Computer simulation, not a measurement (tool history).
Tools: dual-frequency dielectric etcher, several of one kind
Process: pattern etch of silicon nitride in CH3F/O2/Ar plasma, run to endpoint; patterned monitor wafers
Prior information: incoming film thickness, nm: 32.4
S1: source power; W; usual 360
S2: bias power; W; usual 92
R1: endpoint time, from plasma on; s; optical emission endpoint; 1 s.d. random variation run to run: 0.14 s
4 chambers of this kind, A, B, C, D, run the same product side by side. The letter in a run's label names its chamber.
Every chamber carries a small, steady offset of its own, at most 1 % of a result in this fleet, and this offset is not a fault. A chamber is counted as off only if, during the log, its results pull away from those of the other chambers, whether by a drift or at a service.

run,hour,S1,S2,R1
1C,6.6,360,92,44.624
# hour 13.0: chamber A: bias power generator calibrated
2D,15.9,360,92,44.770
3A,26.8,360,92,44.889
4B,35.3,360,92,44.861
5C,42.4,360,92,44.906
6D,50.5,360,92,44.445
7B,61.1,360,92,44.957
8A,71.9,360,92,45.099
9B,77.6,360,92,44.952
10A,87.9,360,92,44.982
11D,98.9,360,92,44.697
12C,105.8,360,101,43.461
13A,111.8,360,101,44.188
14C,122.9,360,101,43.359
# hour 123.0: chamber C: wet clean of the chamber
15B,134.3,360,101,43.511
16D,140.3,360,92,44.808
17D,150.7,360,92,44.612
18C,159.6,360,92,44.540
19B,166.8,360,92,44.871
20A,172.7,360,92,45.813
21B,178.5,360,92,44.990
22D,189.1,360,92,44.719
23A,200.1,420,85,44.821
24C,205.2,420,85,43.550
25D,212.1,420,85,43.502
# hour 212.8: chamber B: wet clean of the chamber
26A,219.3,420,85,44.858
# hour 230.0: chamber C: source power generator calibrated
27B,230.4,360,92,45.080
28C,236.3,360,92,44.902
29D,245.0,360,92,44.825
30B,255.0,360,92,44.897
31C,265.5,330,92,46.225
32A,275.1,330,92,48.170
33A,284.6,330,92,48.554
34B,290.7,330,92,46.440

Is one chamber out of step, is the gauge drifting, or do the chambers differ by no more than their own small offsets? For an off chamber, give its letter and the likeliest cause.

Little by little, chamber A moves away from the other chambers.
Most likely cause: etch rate under this chamber's usual, % = 3.96.

Here are 4 candidates for chamber A's next run, each the usual settings with a change, their results left as question marks. Which one brings its results back in line with what the others give on the usual settings?
To be in line, a result may differ from the other chambers' mean on the usual settings by at most: R1 0.480 s
35A-1,299.0,360,86,?
35A-2,299.0,380,92,?
35A-3,299.0,360,80,?
35A-4,299.0,390,98,?

On the usual settings, the other chambers give on average: R1 44.761 s
run,R1
35A-1,48.120
35A-2,46.027
35A-3,49.377
35A-4,44.548
35A-4 puts the chamber back in line with the other chambers.
